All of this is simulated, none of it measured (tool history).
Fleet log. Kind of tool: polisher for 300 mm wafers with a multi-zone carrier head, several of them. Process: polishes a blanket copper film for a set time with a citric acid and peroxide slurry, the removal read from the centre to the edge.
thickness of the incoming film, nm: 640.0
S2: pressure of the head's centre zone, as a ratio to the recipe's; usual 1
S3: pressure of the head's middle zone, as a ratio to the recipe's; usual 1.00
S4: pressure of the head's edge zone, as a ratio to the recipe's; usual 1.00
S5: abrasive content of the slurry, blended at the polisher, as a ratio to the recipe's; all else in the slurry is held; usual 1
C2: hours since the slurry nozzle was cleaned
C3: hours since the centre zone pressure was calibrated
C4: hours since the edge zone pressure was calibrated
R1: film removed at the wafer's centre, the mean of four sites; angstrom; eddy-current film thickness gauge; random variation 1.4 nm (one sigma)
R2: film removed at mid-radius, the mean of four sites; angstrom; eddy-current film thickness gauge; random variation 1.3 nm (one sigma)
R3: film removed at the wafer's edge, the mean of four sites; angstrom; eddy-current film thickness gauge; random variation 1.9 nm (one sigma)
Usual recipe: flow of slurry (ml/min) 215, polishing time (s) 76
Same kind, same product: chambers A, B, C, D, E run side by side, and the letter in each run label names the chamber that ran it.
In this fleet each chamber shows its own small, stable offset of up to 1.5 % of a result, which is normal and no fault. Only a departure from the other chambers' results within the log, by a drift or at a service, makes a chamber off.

Run 1A, day 0.479: usual settings; wafers polished on this pad 1032; C2 738.0; C3 905.2; C4 544.0. Result: R1 1515.2 angstrom, R2 1476.4 angstrom, R3 1499.6 angstrom.
At day 0.712: chamber E: worn pad replaced by a new one.
Run 2C, day 0.862: usual settings; wafers polished on this pad 465; C2 298.5; C3 705.8; C4 368.7. Result: R1 1508.6 angstrom, R2 1502.0 angstrom, R3 1462.0 angstrom.
Run 3B, day 1.179: usual settings; wafers polished on this pad 480; C2 33.5; C3 518.0; C4 63.3. Result: R1 1484.7 angstrom, R2 1460.7 angstrom, R3 1460.6 angstrom.
At day 1.304: chamber B: worn pad replaced by a new one.
At day 1.312: chamber A: centre zone pressure recalibrated.
Run 4E, day 1.417: usual settings; wafers polished on this pad 119; C2 162.9; C3 136.9; C4 403.7. Result: R1 1484.6 angstrom, R2 1507.3 angstrom, R3 1494.3 angstrom.
At day 1.862: chamber C: worn pad replaced by a new one.
Run 5D, day 1.888: usual settings; wafers polished on this pad 596; C2 242.4; C3 525.0; C4 357.1. Result: R1 1515.8 angstrom, R2 1497.3 angstrom, R3 1515.7 angstrom.
At day 2.046: chamber C: slurry nozzle cleaned.
Run 6E, day 2.108: usual settings; wafers polished on this pad 237; C2 179.5; C3 153.5; C4 420.3. Result: R1 1507.1 angstrom, R2 1502.4 angstrom, R3 1454.9 angstrom.
At day 2.208: chamber A: worn pad replaced by a new one.
Run 7C, day 2.567: usual settings; wafers polished on this pad 119; C2 12.6; C3 746.7; C4 409.6. Result: R1 1484.8 angstrom, R2 1520.2 angstrom, R3 1487.3 angstrom.
Run 8D, day 3.021: usual settings but S4 1.04; wafers polished on this pad 789; C2 269.6; C3 552.2; C4 384.3. Result: R1 1508.9 angstrom, R2 1501.2 angstrom, R3 1562.7 angstrom.
At day 3.033: chamber D: slurry nozzle cleaned.
Run 9A, day 3.475: usual settings but S4 1.04; wafers polished on this pad 215; C2 809.9; C3 51.9; C4 615.9. Result: R1 1499.1 angstrom, R2 1485.9 angstrom, R3 1508.9 angstrom.
Run 10B, day 3.921: usual settings but S4 1.04; wafers polished on this pad 445; C2 99.3; C3 583.8; C4 129.1. Result: R1 1490.0 angstrom, R2 1498.6 angstrom, R3 1505.3 angstrom.
Run 11B, day 4.346: usual settings but S4 1.04; wafers polished on this pad 517; C2 109.5; C3 594.0; C4 139.3. Result: R1 1500.6 angstrom, R2 1479.1 angstrom, R3 1545.1 angstrom.
At day 4.421: chamber E: worn pad replaced by a new one.
At day 4.721: chamber B: worn pad replaced by a new one.
Run 12A, day 4.771: usual settings but S4 1.04; wafers polished on this pad 435; C2 841.0; C3 83.0; C4 647.0. Result: R1 1491.3 angstrom, R2 1498.6 angstrom, R3 1540.1 angstrom.
At day 5.050: chamber A: slurry nozzle cleaned.
Run 13D, day 5.229: usual settings; wafers polished on this pad 1165; C2 52.8; C3 605.2; C4 437.3. Result: R1 1485.5 angstrom, R2 1492.2 angstrom, R3 1498.2 angstrom.
At day 5.312: chamber C: worn pad replaced by a new one.
Run 14E, day 5.546: usual settings; wafers polished on this pad 191; C2 262.0; C3 236.0; C4 502.8. Result: R1 1504.2 angstrom, R2 1492.5 angstrom, R3 1527.6 angstrom.
Run 15C, day 5.954: usual settings; wafers polished on this pad 109; C2 93.9; C3 828.0; C4 490.9. Result: R1 1486.7 angstrom, R2 1494.8 angstrom, R3 1504.8 angstrom.
Run 16A, day 6.392: usual settings; wafers polished on this pad 711; C2 32.3; C3 121.9; C4 685.9. Result: R1 1520.0 angstrom, R2 1492.4 angstrom, R3 1502.1 angstrom.
Run 17C, day 6.650: usual settings; wafers polished on this pad 227; C2 110.6; C3 844.7; C4 507.6. Result: R1 1471.0 angstrom, R2 1504.6 angstrom, R3 1493.5 angstrom.
Run 18E, day 6.871: usual settings; wafers polished on this pad 416; C2 293.8; C3 267.8; C4 534.6. Result: R1 1519.2 angstrom, R2 1499.5 angstrom, R3 1463.7 angstrom.
At day 6.967: chamber B: centre zone pressure recalibrated.
Run 19B, day 7.329: usual settings; wafers polished on this pad 443; C2 181.1; C3 8.8; C4 210.9. Result: R1 1496.5 angstrom, R2 1481.0 angstrom, R3 1467.6 angstrom.
Run 20D, day 7.600: usual settings; wafers polished on this pad 1568; C2 109.7; C3 662.1; C4 494.2. Result: R1 1483.0 angstrom, R2 1480.6 angstrom, R3 1496.3 angstrom.
Run 21B, day 8.079: usual settings; wafers polished on this pad 571; C2 199.1; C3 26.8; C4 228.9. Result: R1 1485.8 angstrom, R2 1486.3 angstrom, R3 1482.6 angstrom.
At day 8.096: chamber B: worn pad replaced by a new one.
Run 22D, day 8.392: usual settings; wafers polished on this pad 1702; C2 128.7; C3 681.1; C4 513.2. Result: R1 1460.1 angstrom, R2 1448.7 angstrom, R3 1483.7 angstrom.
Run 23E, day 8.621: usual settings; wafers polished on this pad 714; C2 335.8; C3 309.8; C4 576.6. Result: R1 1496.0 angstrom, R2 1495.0 angstrom, R3 1462.5 angstrom.
Run 24A, day 8.883: usual settings; wafers polished on this pad 1135; C2 92.1; C3 181.7; C4 745.7. Result: R1 1484.9 angstrom, R2 1515.0 angstrom, R3 1511.3 angstrom.
At day 8.929: chamber E: worn pad replaced by a new one.
At day 8.975: chamber C: worn pad replaced by a new one.
Run 25C, day 9.192: usual settings; wafers polished on this pad 37; C2 171.6; C3 905.7; C4 568.6. Result: R1 1485.0 angstrom, R2 1498.8 angstrom, R3 1478.5 angstrom.
Run 26C, day 9.667: usual settings; wafers polished on this pad 118; C2 183.0; C3 917.1; C4 580.0. Result: R1 1498.1 angstrom, R2 1524.4 angstrom, R3 1501.3 angstrom.
Run 27B, day 10.121: usual settings; wafers polished on this pad 344; C2 248.1; C3 75.8; C4 277.9. Result: R1 1499.8 angstrom, R2 1482.0 angstrom, R3 1496.7 angstrom.
Run 28E, day 10.433: usual settings; wafers polished on this pad 256; C2 379.3; C3 353.3; C4 620.1. Result: R1 1511.0 angstrom, R2 1500.3 angstrom, R3 1528.6 angstrom.
At day 10.567: chamber D: edge zone pressure recalibrated.
Run 29D, day 10.742: usual settings; wafers polished on this pad 2102; C2 185.1; C3 737.5; C4 4.2. Result: R1 1473.6 angstrom, R2 1442.7 angstrom, R3 1466.9 angstrom.
At day 10.817: chamber A: worn pad replaced by a new one.
Run 30A, day 11.058: usual settings; wafers polished on this pad 41; C2 144.3; C3 233.9; C4 797.9. Result: R1 1486.1 angstrom, R2 1493.2 angstrom, R3 1459.2 angstrom.
At day 11.204: chamber E: centre zone pressure recalibrated.
Run 31E, day 11.538: usual settings; wafers polished on this pad 443; C2 405.8; C3 8.1; C4 646.6. Result: R1 1516.6 angstrom, R2 1504.4 angstrom, R3 1519.7 angstrom.
At day 11.683: chamber B: worn pad replaced by a new one.
Run 32C, day 11.771: usual settings; wafers polished on this pad 476; C2 233.5; C3 967.6; C4 630.5. Result: R1 1486.6 angstrom, R2 1507.0 angstrom, R3 1446.0 angstrom.
Run 33A, day 12.083: usual settings; wafers polished on this pad 215; C2 168.9; C3 258.5; C4 822.5. Result: R1 1503.5 angstrom, R2 1522.4 angstrom, R3 1511.3 angstrom.
Run 34D, day 12.471: usual settings but S3 1.06, polishing time (s) 88; wafers polished on this pad 2396; C2 226.6; C3 779.0; C4 45.7. Result: R1 1652.5 angstrom, R2 1712.8 angstrom, R3 1655.7 angstrom.
Run 35B, day 12.733: usual settings but S3 1.06, polishing time (s) 88; wafers polished on this pad 178; C2 310.8; C3 138.5; C4 340.6. Result: R1 1722.1 angstrom, R2 1775.3 angstrom, R3 1725.0 angstrom.
Run 36D, day 13.108: usual settings but S3 1.06, polishing time (s) 88; wafers polished on this pad 2504; C2 241.9; C3 794.3; C4 61.0. Result: R1 1659.6 angstrom, R2 1735.5 angstrom, R3 1601.7 angstrom.
Run 37B, day 13.408: usual settings but S3 1.06, polishing time (s) 88; wafers polished on this pad 293; C2 327.0; C3 154.7; C4 356.8. Result: R1 1728.9 angstrom, R2 1825.8 angstrom, R3 1704.7 angstrom.

All 5 chambers run these settings next. Forecast each chamber's results:
Run 38A, day 13.767: usual settings. Result: R1 ?, R2 ?, R3 ?.
Run 38B, day 13.767: usual settings. Result: R1 ?, R2 ?, R3 ?.
Run 38C, day 13.767: usual settings. Result: R1 ?, R2 ?, R3 ?.
Run 38D, day 13.767: usual settings. Result: R1 ?, R2 ?, R3 ?.
Run 38E, day 13.767: usual settings. Result: R1 ?, R2 ?, R3 ?.

run      R1      R2      R3
38A  1486.1  1463.4  1492.9
38B  1481.9  1480.3  1490.7
38C  1458.9  1480.6  1499.5
38D  1389.5  1398.6  1389.1
38E  1490.1  1507.7  1483.5
